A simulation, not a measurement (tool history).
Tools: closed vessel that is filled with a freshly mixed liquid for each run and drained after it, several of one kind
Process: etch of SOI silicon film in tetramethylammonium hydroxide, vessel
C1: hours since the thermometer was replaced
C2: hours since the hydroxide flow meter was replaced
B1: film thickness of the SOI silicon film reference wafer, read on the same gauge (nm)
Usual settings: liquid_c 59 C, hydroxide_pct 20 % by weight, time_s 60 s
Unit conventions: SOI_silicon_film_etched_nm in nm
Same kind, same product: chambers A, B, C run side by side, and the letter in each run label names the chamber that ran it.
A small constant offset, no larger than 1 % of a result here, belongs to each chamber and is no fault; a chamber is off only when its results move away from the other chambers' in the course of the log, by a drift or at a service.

run 1C hour=6.8 | liquid_c=59 hydroxide_pct=20 time_s=60 | C1=234.6 C2=571 | B1=50.003 | SOI_silicon_film_etched_nm=164.39
run 2A hour=13.1 | liquid_c=59 hydroxide_pct=20 time_s=60 | C1=1805.3 C2=769.5 | B1=49.998 | SOI_silicon_film_etched_nm=164.25
run 3B hour=23.1 | liquid_c=59 hydroxide_pct=20 time_s=60 | C1=404.1 C2=1994.5 | B1=49.998 | SOI_silicon_film_etched_nm=165.16
run 4A hour=34.1 | liquid_c=59 hydroxide_pct=20 time_s=60 | C1=1826.3 C2=790.5 | B1=50.009 | SOI_silicon_film_etched_nm=165.01
run 5B hour=45.5 | liquid_c=59 hydroxide_pct=20 time_s=60 | C1=426.5 C2=2016.9 | B1=49.968 | SOI_silicon_film_etched_nm=167.42
run 6C hour=57 | liquid_c=59 hydroxide_pct=20 time_s=60 | C1=284.8 C2=621.2 | B1=49.997 | SOI_silicon_film_etched_nm=163.58
run 7A hour=67.5 | liquid_c=59 hydroxide_pct=20 time_s=60 | C1=1859.7 C2=823.9 | B1=50.012 | SOI_silicon_film_etched_nm=165.18
run 8C hour=78.2 | liquid_c=59 hydroxide_pct=20 time_s=60 | C1=306 C2=642.4 | B1=49.97 | SOI_silicon_film_etched_nm=163.98
run 9B hour=84.4 | liquid_c=59 hydroxide_pct=20 time_s=60 | C1=465.4 C2=2055.8 | B1=50.032 | SOI_silicon_film_etched_nm=167.05
run 10B hour=94.7 | liquid_c=59 hydroxide_pct=25 time_s=90 | C1=475.7 C2=2066.1 | B1=49.974 | SOI_silicon_film_etched_nm=204.01
run 11A hour=103.3 | liquid_c=59 hydroxide_pct=25 time_s=90 | C1=1895.5 C2=859.7 | B1=49.964 | SOI_silicon_film_etched_nm=200.33
run 12C hour=113.3 | liquid_c=59 hydroxide_pct=25 time_s=90 | C1=341.1 C2=677.5 | B1=50.015 | SOI_silicon_film_etched_nm=203.65
run 13C hour=120.1 | liquid_c=62.5 hydroxide_pct=20 time_s=35 | C1=347.9 C2=684.3 | B1=50.003 | SOI_silicon_film_etched_nm=119.04
run 14B hour=128.9 | liquid_c=62.5 hydroxide_pct=20 time_s=35 | C1=509.9 C2=2100.3 | B1=49.973 | SOI_silicon_film_etched_nm=121.38
run 15A hour=134.7 | liquid_c=62.5 hydroxide_pct=20 time_s=35 | C1=1926.9 C2=891.1 | B1=49.981 | SOI_silicon_film_etched_nm=119.34
run 16A hour=143 | liquid_c=59 hydroxide_pct=20 time_s=60 | C1=1935.2 C2=899.4 | B1=49.972 | SOI_silicon_film_etched_nm=165.17
run 17B hour=151.2 | liquid_c=59 hydroxide_pct=15 time_s=60 | C1=532.2 C2=2122.6 | B1=49.954 | SOI_silicon_film_etched_nm=184.41
run 18C hour=156.9 | liquid_c=59 hydroxide_pct=15 time_s=60 | C1=384.7 C2=721.1 | B1=50.002 | SOI_silicon_film_etched_nm=184.69
run 19A hour=167.8 | liquid_c=59 hydroxide_pct=15 time_s=60 | C1=1960 C2=924.2 | B1=49.972 | SOI_silicon_film_etched_nm=187.37
run 20B hour=173 | liquid_c=59 hydroxide_pct=20 time_s=60 | C1=554 C2=2144.4 | B1=50.018 | SOI_silicon_film_etched_nm=167.52
-- hour=178.1 chamber B: hydroxide flow meter replaced
run 21C hour=179.5 | liquid_c=59 hydroxide_pct=20 time_s=60 | C1=407.3 C2=743.7 | B1=50.001 | SOI_silicon_film_etched_nm=164.95
run 22B hour=188.9 | liquid_c=53 hydroxide_pct=20 time_s=30 | C1=569.9 C2=10.8 | B1=49.992 | SOI_silicon_film_etched_nm=56.085
run 23C hour=196.6 | liquid_c=53 hydroxide_pct=20 time_s=30 | C1=424.4 C2=760.8 | B1=49.954 | SOI_silicon_film_etched_nm=56.06
run 24A hour=206.5 | liquid_c=53 hydroxide_pct=20 time_s=30 | C1=1998.7 C2=962.9 | B1=50.012 | SOI_silicon_film_etched_nm=57.018
run 25B hour=215.7 | liquid_c=59 hydroxide_pct=20 time_s=60 | C1=596.7 C2=37.6 | B1=50.006 | SOI_silicon_film_etched_nm=165.95
run 26A hour=224.9 | liquid_c=59 hydroxide_pct=20 time_s=60 | C1=2017.1 C2=981.3 | B1=50.001 | SOI_silicon_film_etched_nm=168.24
run 27C hour=229.9 | liquid_c=59 hydroxide_pct=20 time_s=40 | C1=457.7 C2=794.1 | B1=49.971 | SOI_silicon_film_etched_nm=109.82
run 28B hour=236.6 | liquid_c=59 hydroxide_pct=20 time_s=40 | C1=617.6 C2=58.5 | B1=50.008 | SOI_silicon_film_etched_nm=111.28
run 29C hour=247 | liquid_c=59 hydroxide_pct=20 time_s=40 | C1=474.8 C2=811.2 | B1=50.004 | SOI_silicon_film_etched_nm=109.82
run 30A hour=256.1 | liquid_c=59 hydroxide_pct=20 time_s=60 | C1=2048.3 C2=1012.5 | B1=50.016 | SOI_silicon_film_etched_nm=170.46
run 31C hour=264.4 | liquid_c=55 hydroxide_pct=20 time_s=60 | C1=492.2 C2=828.6 | B1=49.986 | SOI_silicon_film_etched_nm=127.61
run 32A hour=274.7 | liquid_c=55 hydroxide_pct=20 time_s=60 | C1=2066.9 C2=1031.1 | B1=50.025 | SOI_silicon_film_etched_nm=132.07
run 33B hour=284.1 | liquid_c=55 hydroxide_pct=20 time_s=60 | C1=665.1 C2=106 | B1=50.015 | SOI_silicon_film_etched_nm=127.82
run 34C hour=295.4 | liquid_c=59 hydroxide_pct=20 time_s=60 | C1=523.2 C2=859.6 | B1=49.973 | SOI_silicon_film_etched_nm=165.52

For the next run the whole fleet of 3 chambers uses the same settings. Give each chamber's results:
run 35A hour=303.8 | liquid_c=59 hydroxide_pct=20 time_s=75 | SOI_silicon_film_etched_nm=?
run 35B hour=303.8 | liquid_c=59 hydroxide_pct=20 time_s=75 | SOI_silicon_film_etched_nm=?
run 35C hour=303.8 | liquid_c=59 hydroxide_pct=20 time_s=75 | SOI_silicon_film_etched_nm=?

run=35A SOI_silicon_film_etched_nm=216.47
run=35B SOI_silicon_film_etched_nm=208.69
run=35C SOI_silicon_film_etched_nm=205.97
